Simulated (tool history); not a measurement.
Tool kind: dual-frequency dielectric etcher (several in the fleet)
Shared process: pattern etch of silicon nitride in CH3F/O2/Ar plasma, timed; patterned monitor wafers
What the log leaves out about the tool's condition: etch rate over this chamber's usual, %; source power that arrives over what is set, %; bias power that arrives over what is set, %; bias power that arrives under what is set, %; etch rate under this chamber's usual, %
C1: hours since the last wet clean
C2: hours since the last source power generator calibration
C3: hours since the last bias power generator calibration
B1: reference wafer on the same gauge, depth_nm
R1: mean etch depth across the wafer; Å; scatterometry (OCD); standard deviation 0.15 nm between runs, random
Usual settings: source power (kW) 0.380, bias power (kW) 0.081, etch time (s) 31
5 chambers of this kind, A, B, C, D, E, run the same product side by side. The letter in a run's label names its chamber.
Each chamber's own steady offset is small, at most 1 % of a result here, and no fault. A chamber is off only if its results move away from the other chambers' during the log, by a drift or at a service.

run 1B day=0.246 | source_power_(kW)=0.380 bias_power_(kW)=0.081 etch_time_(s)=31 | C1=178.0 C2=1651.7 C3=396.4 | B1=26.512 | R1=223.85
-- day=0.250 chamber D: wet clean of the chamber
run 2E day=0.400 | source_power_(kW)=0.380 bias_power_(kW)=0.081 etch_time_(s)=31 | C1=171.3 C2=1979.7 C3=1769.6 | B1=26.505 | R1=219.49
run 3A day=0.521 | source_power_(kW)=0.380 bias_power_(kW)=0.081 etch_time_(s)=31 | C1=17.3 C2=2022.2 C3=2103.9 | B1=26.468 | R1=220.41
run 4D day=0.679 | source_power_(kW)=0.380 bias_power_(kW)=0.081 etch_time_(s)=31 | C1=10.4 C2=2483.7 C3=1309.7 | B1=26.515 | R1=221.56
run 5C day=0.812 | source_power_(kW)=0.380 bias_power_(kW)=0.081 etch_time_(s)=31 | C1=202.9 C2=169.2 C3=572.8 | B1=26.493 | R1=222.55
run 6C day=0.971 | source_power_(kW)=0.380 bias_power_(kW)=0.081 etch_time_(s)=31 | C1=206.7 C2=173.0 C3=576.6 | B1=26.482 | R1=218.54
run 7A day=1.096 | source_power_(kW)=0.380 bias_power_(kW)=0.081 etch_time_(s)=31 | C1=31.1 C2=2036.0 C3=2117.7 | B1=26.499 | R1=222.71
run 8E day=1.283 | source_power_(kW)=0.380 bias_power_(kW)=0.081 etch_time_(s)=31 | C1=192.5 C2=2000.9 C3=1790.8 | B1=26.546 | R1=220.69
run 9B day=1.467 | source_power_(kW)=0.380 bias_power_(kW)=0.081 etch_time_(s)=31 | C1=207.3 C2=1681.0 C3=425.7 | B1=26.546 | R1=223.02
run 10D day=1.629 | source_power_(kW)=0.380 bias_power_(kW)=0.081 etch_time_(s)=36 | C1=33.2 C2=2506.5 C3=1332.5 | B1=26.531 | R1=254.74
run 11D day=1.833 | source_power_(kW)=0.380 bias_power_(kW)=0.081 etch_time_(s)=36 | C1=38.1 C2=2511.4 C3=1337.4 | B1=26.511 | R1=254.81
run 12A day=1.979 | source_power_(kW)=0.380 bias_power_(kW)=0.081 etch_time_(s)=36 | C1=52.3 C2=2057.2 C3=2138.9 | B1=26.481 | R1=259.00
run 13E day=2.208 | source_power_(kW)=0.380 bias_power_(kW)=0.081 etch_time_(s)=36 | C1=214.7 C2=2023.1 C3=1813.0 | B1=26.481 | R1=257.08
run 14C day=2.346 | source_power_(kW)=0.380 bias_power_(kW)=0.081 etch_time_(s)=36 | C1=239.7 C2=206.0 C3=609.6 | B1=26.477 | R1=258.21
run 15B day=2.508 | source_power_(kW)=0.380 bias_power_(kW)=0.081 etch_time_(s)=31 | C1=232.3 C2=1706.0 C3=450.7 | B1=26.488 | R1=224.98
run 16B day=2.729 | source_power_(kW)=0.380 bias_power_(kW)=0.081 etch_time_(s)=31 | C1=237.6 C2=1711.3 C3=456.0 | B1=26.525 | R1=222.32
run 17D day=2.854 | source_power_(kW)=0.380 bias_power_(kW)=0.081 etch_time_(s)=31 | C1=62.6 C2=2535.9 C3=1361.9 | B1=26.455 | R1=220.60
run 18C day=3.088 | source_power_(kW)=0.380 bias_power_(kW)=0.081 etch_time_(s)=31 | C1=257.5 C2=223.8 C3=627.4 | B1=26.454 | R1=222.95
run 19E day=3.221 | source_power_(kW)=0.380 bias_power_(kW)=0.081 etch_time_(s)=31 | C1=239.0 C2=2047.4 C3=1837.3 | B1=26.501 | R1=221.80
run 20A day=3.462 | source_power_(kW)=0.460 bias_power_(kW)=0.087 etch_time_(s)=31 | C1=87.9 C2=2092.8 C3=2174.5 | B1=26.475 | R1=243.92
run 21C day=3.646 | source_power_(kW)=0.460 bias_power_(kW)=0.087 etch_time_(s)=31 | C1=270.9 C2=237.2 C3=640.8 | B1=26.454 | R1=244.99
run 22A day=3.762 | source_power_(kW)=0.460 bias_power_(kW)=0.087 etch_time_(s)=31 | C1=95.1 C2=2100.0 C3=2181.7 | B1=26.485 | R1=246.19
run 23D day=4.004 | source_power_(kW)=0.460 bias_power_(kW)=0.087 etch_time_(s)=31 | C1=90.2 C2=2563.5 C3=1389.5 | B1=26.496 | R1=242.78
run 24E day=4.229 | source_power_(kW)=0.460 bias_power_(kW)=0.087 etch_time_(s)=31 | C1=263.2 C2=2071.6 C3=1861.5 | B1=26.501 | R1=242.40
run 25B day=4.346 | source_power_(kW)=0.380 bias_power_(kW)=0.081 etch_time_(s)=31 | C1=276.4 C2=1750.1 C3=494.8 | B1=26.506 | R1=225.42
run 26B day=4.508 | source_power_(kW)=0.380 bias_power_(kW)=0.081 etch_time_(s)=31 | C1=280.3 C2=1754.0 C3=498.7 | B1=26.525 | R1=223.01
run 27A day=4.704 | source_power_(kW)=0.380 bias_power_(kW)=0.081 etch_time_(s)=31 | C1=117.7 C2=2122.6 C3=2204.3 | B1=26.533 | R1=222.02
run 28E day=4.825 | source_power_(kW)=0.380 bias_power_(kW)=0.081 etch_time_(s)=31 | C1=277.5 C2=2085.9 C3=1875.8 | B1=26.519 | R1=222.94
run 29C day=5.050 | source_power_(kW)=0.460 bias_power_(kW)=0.081 etch_time_(s)=31 | C1=304.6 C2=270.9 C3=674.5 | B1=26.503 | R1=236.36
run 30D day=5.179 | source_power_(kW)=0.460 bias_power_(kW)=0.081 etch_time_(s)=31 | C1=118.4 C2=2591.7 C3=1417.7 | B1=26.513 | R1=237.24
run 31D day=5.342 | source_power_(kW)=0.460 bias_power_(kW)=0.081 etch_time_(s)=31 | C1=122.3 C2=2595.6 C3=1421.6 | B1=26.509 | R1=238.04
run 32C day=5.450 | source_power_(kW)=0.460 bias_power_(kW)=0.081 etch_time_(s)=31 | C1=314.2 C2=280.5 C3=684.1 | B1=26.472 | R1=239.27
run 33A day=5.583 | source_power_(kW)=0.460 bias_power_(kW)=0.081 etch_time_(s)=31 | C1=138.8 C2=2143.7 C3=2225.4 | B1=26.498 | R1=237.68
run 34E day=5.771 | source_power_(kW)=0.380 bias_power_(kW)=0.081 etch_time_(s)=31 | C1=300.2 C2=2108.6 C3=1898.5 | B1=26.532 | R1=225.19
run 35B day=5.925 | source_power_(kW)=0.380 bias_power_(kW)=0.081 etch_time_(s)=31 | C1=314.3 C2=1788.0 C3=532.7 | B1=26.546 | R1=223.55
run 36E day=6.138 | source_power_(kW)=0.380 bias_power_(kW)=0.081 etch_time_(s)=31 | C1=309.0 C2=2117.4 C3=1907.3 | B1=26.517 | R1=219.07

Next, all 5 chambers run the settings below, one line each with question marks for the results. What does each chamber give?
run 37A day=6.312 | source_power_(kW)=0.380 bias_power_(kW)=0.063 etch_time_(s)=31 | R1=?
run 37B day=6.312 | source_power_(kW)=0.380 bias_power_(kW)=0.063 etch_time_(s)=31 | R1=?
run 37C day=6.312 | source_power_(kW)=0.380 bias_power_(kW)=0.063 etch_time_(s)=31 | R1=?
run 37D day=6.312 | source_power_(kW)=0.380 bias_power_(kW)=0.063 etch_time_(s)=31 | R1=?
run 37E day=6.312 | source_power_(kW)=0.380 bias_power_(kW)=0.063 etch_time_(s)=31 | R1=?

run=37A R1=202.03
run=37B R1=205.72
run=37C R1=203.49
run=37D R1=201.77
run=37E R1=202.03
